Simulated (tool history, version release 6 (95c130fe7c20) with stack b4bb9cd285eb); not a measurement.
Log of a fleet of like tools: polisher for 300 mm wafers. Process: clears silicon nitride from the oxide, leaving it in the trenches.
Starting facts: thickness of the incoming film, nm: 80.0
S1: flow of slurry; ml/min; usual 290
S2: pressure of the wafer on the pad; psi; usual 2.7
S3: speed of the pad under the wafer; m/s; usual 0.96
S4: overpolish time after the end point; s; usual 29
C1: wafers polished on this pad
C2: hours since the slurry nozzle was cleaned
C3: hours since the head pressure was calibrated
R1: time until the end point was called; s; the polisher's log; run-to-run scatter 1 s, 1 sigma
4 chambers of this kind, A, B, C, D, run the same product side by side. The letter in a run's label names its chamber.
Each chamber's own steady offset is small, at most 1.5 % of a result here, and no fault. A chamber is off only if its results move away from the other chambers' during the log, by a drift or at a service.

-- hour=0.8 chamber A: slurry nozzle cleaned
run 1B hour=5.9 | S1=290 S2=2.7 S3=0.96 S4=29 | C1=1094 C2=273.3 C3=1023.6 | R1=112.970
-- hour=8.4 chamber D: worn pad replaced by a new one
-- hour=11.1 chamber B: worn pad replaced by a new one
run 2A hour=13.5 | S1=290 S2=2.7 S3=0.96 S4=29 | C1=686 C2=12.8 C3=171.9 | R1=110.230
run 3D hour=21.2 | S1=290 S2=2.7 S3=0.96 S4=29 | C1=93 C2=427.8 C3=239.2 | R1=110.800
run 4C hour=30.0 | S1=290 S2=2.7 S3=0.96 S4=29 | C1=987 C2=166.2 C3=538.6 | R1=109.790
-- hour=32.3 chamber C: head pressure recalibrated
run 5C hour=40.2 | S1=290 S2=2.7 S3=0.96 S4=29 | C1=1061 C2=176.4 C3=7.9 | R1=110.570
run 6B hour=45.1 | S1=290 S2=2.7 S3=0.96 S4=29 | C1=248 C2=312.5 C3=1062.8 | R1=108.550
run 7D hour=50.1 | S1=290 S2=2.7 S3=0.96 S4=29 | C1=304 C2=456.7 C3=268.1 | R1=112.540
run 8A hour=55.2 | S1=290 S2=2.7 S3=0.96 S4=29 | C1=990 C2=54.5 C3=213.6 | R1=110.950
run 9C hour=63.8 | S1=245 S2=2.7 S3=0.96 S4=14 | C1=1233 C2=200.0 C3=31.5 | R1=114.540
run 10A hour=72.4 | S1=245 S2=2.7 S3=0.96 S4=14 | C1=1115 C2=71.7 C3=230.8 | R1=111.730
run 11B hour=77.3 | S1=245 S2=2.7 S3=0.96 S4=14 | C1=482 C2=344.7 C3=1095.0 | R1=110.330
run 12D hour=82.7 | S1=245 S2=2.7 S3=0.96 S4=14 | C1=541 C2=489.3 C3=300.7 | R1=115.640
run 13B hour=89.0 | S1=290 S2=2.7 S3=0.96 S4=29 | C1=568 C2=356.4 C3=1106.7 | R1=109.410
-- hour=94.6 chamber D: worn pad replaced by a new one
run 14C hour=95.4 | S1=290 S2=2.7 S3=0.96 S4=29 | C1=1464 C2=231.6 C3=63.1 | R1=114.020
run 15A hour=102.6 | S1=290 S2=2.7 S3=0.96 S4=29 | C1=1335 C2=101.9 C3=261.0 | R1=111.570
run 16D hour=108.5 | S1=290 S2=2.7 S3=0.96 S4=29 | C1=101 C2=515.1 C3=326.5 | R1=112.520
run 17C hour=113.7 | S1=290 S2=2.7 S3=0.96 S4=29 | C1=1597 C2=249.9 C3=81.4 | R1=114.870
-- hour=114.9 chamber A: worn pad replaced by a new one
run 18B hour=120.6 | S1=290 S2=1.9 S3=0.96 S4=29 | C1=798 C2=388.0 C3=1138.3 | R1=158.430
-- hour=121.6 chamber A: head pressure recalibrated
run 19D hour=127.3 | S1=290 S2=1.9 S3=0.96 S4=29 | C1=238 C2=533.9 C3=345.3 | R1=157.480
-- hour=129.9 chamber B: worn pad replaced by a new one
run 20A hour=136.3 | S1=290 S2=1.9 S3=0.96 S4=29 | C1=156 C2=135.6 C3=14.7 | R1=157.530
run 21D hour=143.9 | S1=290 S2=1.9 S3=0.96 S4=29 | C1=359 C2=550.5 C3=361.9 | R1=157.450
run 22A hour=149.2 | S1=290 S2=2.7 S3=0.96 S4=29 | C1=250 C2=148.5 C3=27.6 | R1=108.800
run 23B hour=155.5 | S1=290 S2=2.7 S3=0.96 S4=29 | C1=187 C2=422.9 C3=1173.2 | R1=109.310
-- hour=161.1 chamber B: head pressure recalibrated
run 24C hour=165.0 | S1=290 S2=2.7 S3=0.96 S4=29 | C1=1971 C2=301.2 C3=132.7 | R1=118.620
run 25D hour=172.2 | S1=290 S2=2.7 S3=0.96 S4=29 | C1=565 C2=578.8 C3=390.2 | R1=111.760
run 26A hour=180.5 | S1=290 S2=2.7 S3=0.96 S4=29 | C1=478 C2=179.8 C3=58.9 | R1=110.670
run 27C hour=189.8 | S1=290 S2=2.7 S3=0.96 S4=29 | C1=2152 C2=326.0 C3=157.5 | R1=121.120
run 28B hour=195.4 | S1=290 S2=2.7 S3=0.96 S4=29 | C1=477 C2=462.8 C3=34.3 | R1=110.270

Which is it: a chamber that has drifted or been left off by a service, a gauge drift common to all chambers, or only each chamber's usual small offset? If a chamber is off, name it and its likeliest cause.

One chamber, C, drifts off from the rest bit by bit.
Most likely cause: removal rate lost through wear of the pad, % = 8.04.

Chamber C could run next with any of the 4 candidate recipes listed below; each alters the usual settings, and their results appear as question marks. Which one brings its results back in line with what the other chambers deliver on the usual settings?
A result is in line if it is within this distance of the other chambers' mean on the usual settings: R1 3.600 s
run 29C-1 hour=203.0 | S1=290 S2=2.7 S3=0.98 S4=29 | R1=?
run 29C-2 hour=203.0 | S1=290 S2=2.6 S3=0.92 S4=29 | R1=?
run 29C-3 hour=203.0 | S1=290 S2=2.9 S3=0.96 S4=29 | R1=?
run 29C-4 hour=203.0 | S1=290 S2=2.7 S3=0.94 S4=29 | R1=?

Average result of the remaining chambers running the usual settings: R1 111.110 s
run=29C-1 R1=118.130
run=29C-2 R1=130.620
run=29C-3 R1=112.120
run=29C-4 R1=123.080
The right change is 29C-3: it brings the chamber back within the allowed miss of the others.
